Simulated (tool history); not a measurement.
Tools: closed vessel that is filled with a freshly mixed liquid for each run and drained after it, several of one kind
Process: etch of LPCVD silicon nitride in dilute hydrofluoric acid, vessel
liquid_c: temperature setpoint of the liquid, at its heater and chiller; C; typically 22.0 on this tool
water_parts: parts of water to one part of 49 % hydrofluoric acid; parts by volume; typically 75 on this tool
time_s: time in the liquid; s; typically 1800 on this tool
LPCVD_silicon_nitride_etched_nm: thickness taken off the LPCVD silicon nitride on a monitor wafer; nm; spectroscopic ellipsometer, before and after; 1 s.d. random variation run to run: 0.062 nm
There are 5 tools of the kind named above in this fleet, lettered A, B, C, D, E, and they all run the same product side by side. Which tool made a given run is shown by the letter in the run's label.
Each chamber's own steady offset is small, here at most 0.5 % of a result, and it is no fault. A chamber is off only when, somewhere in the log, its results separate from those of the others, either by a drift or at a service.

run	day	liquid_c	water_parts	time_s	hours since the thermometer was replaced	hours since the hydrofluoric acid flow meter was replaced	read-back film thickness of the LPCVD silicon nitride reference wafer, read on the same gauge (nm)	LPCVD_silicon_nitride_etched_nm
1E	0.379	22.0	75	1800	510.7	1175.5	40.006	10.4760
2A	0.717	22.0	75	1800	816.9	542.6	39.966	10.4830
3B	1.242	22.0	75	1800	35.1	1091.3	39.947	10.5930
4D	1.608	22.0	75	1800	1708.4	1550.9	40.008	10.3640
5C	2.042	22.0	75	1800	658.0	438.5	40.001	10.4480
6A	2.433	22.0	75	1800	858.1	583.8	39.997	10.5280
7B	2.729	22.0	75	1800	70.8	1127.0	40.004	10.5770
8E	3.217	17.5	35	1800	578.8	1243.6	39.985	16.1510
# day 3.554: chamber C: thermometer replaced
9C	3.729	17.5	35	1800	4.3	479.0	39.985	16.3230
10D	4.233	17.5	35	1800	1771.4	1613.9	40.027	15.9420
11C	4.729	17.5	35	1800	28.3	503.0	39.988	15.9440
12D	5.021	17.5	35	1800	1790.3	1632.8	39.953	16.1230
13E	5.479	22.0	75	1800	633.1	1297.9	40.003	10.5520
# day 5.654: chamber A: hydrofluoric acid flow meter replaced
14B	5.962	22.0	75	1800	148.4	1204.6	39.979	10.4910
15A	6.367	22.0	75	1800	952.5	17.2	40.061	10.4510
# day 6.725: chamber D: hydrofluoric acid flow meter replaced
16C	6.867	22.0	75	2230	79.6	554.3	40.006	12.9540
17A	7.246	22.0	75	2230	973.6	38.3	39.976	13.0710
# day 7.317: chamber B: hydrofluoric acid flow meter replaced
# day 7.592: chamber D: thermometer replaced
18D	7.592	22.0	75	2230	0.1	20.9	40.010	13.0160
19E	7.871	22.0	75	2230	690.5	1355.3	39.981	12.9130
20B	8.225	22.0	75	2230	202.7	21.8	39.996	13.0330
21B	8.600	22.0	75	1800	211.7	30.8	39.966	10.5330
22E	8.988	22.0	75	1800	717.3	1382.1	40.007	10.3920
23C	9.367	22.0	75	1800	139.6	614.3	40.015	10.6070
24D	9.646	22.0	75	1800	49.4	70.2	39.983	10.3880
25A	9.917	22.0	75	1800	1037.7	102.4	39.980	10.5730
26B	10.300	25.5	75	1800	252.5	71.6	39.988	13.2920
# day 10.333: chamber E: hydrofluoric acid flow meter replaced
27E	10.650	25.5	75	1800	757.2	7.7	39.981	13.3030
28D	11.125	25.5	75	1800	84.9	105.7	40.012	13.1420
29C	11.554	25.5	75	1800	192.1	666.8	39.961	13.3230
30A	11.825	25.5	75	1800	1083.5	148.2	40.013	13.0430
31A	12.288	22.0	75	1800	1094.6	159.3	40.004	10.5780
32D	12.725	22.0	75	1800	123.3	144.1	39.997	10.5160
33C	13.079	22.0	75	1800	228.7	703.4	40.014	10.4870
34E	13.329	22.0	75	1800	821.5	72.0	39.965	10.5610

For the next run the whole fleet of 5 chambers uses the same settings. Give each chamber's results:
35A	13.746	22.0	90	1800				?
35B	13.746	22.0	90	1800				?
35C	13.746	22.0	90	1800				?
35D	13.746	22.0	90	1800				?
35E	13.746	22.0	90	1800				?

run	LPCVD_silicon_nitride_etched_nm
35A	8.7892
35B	8.8516
35C	8.7849
35D	8.8457
35E	8.7495

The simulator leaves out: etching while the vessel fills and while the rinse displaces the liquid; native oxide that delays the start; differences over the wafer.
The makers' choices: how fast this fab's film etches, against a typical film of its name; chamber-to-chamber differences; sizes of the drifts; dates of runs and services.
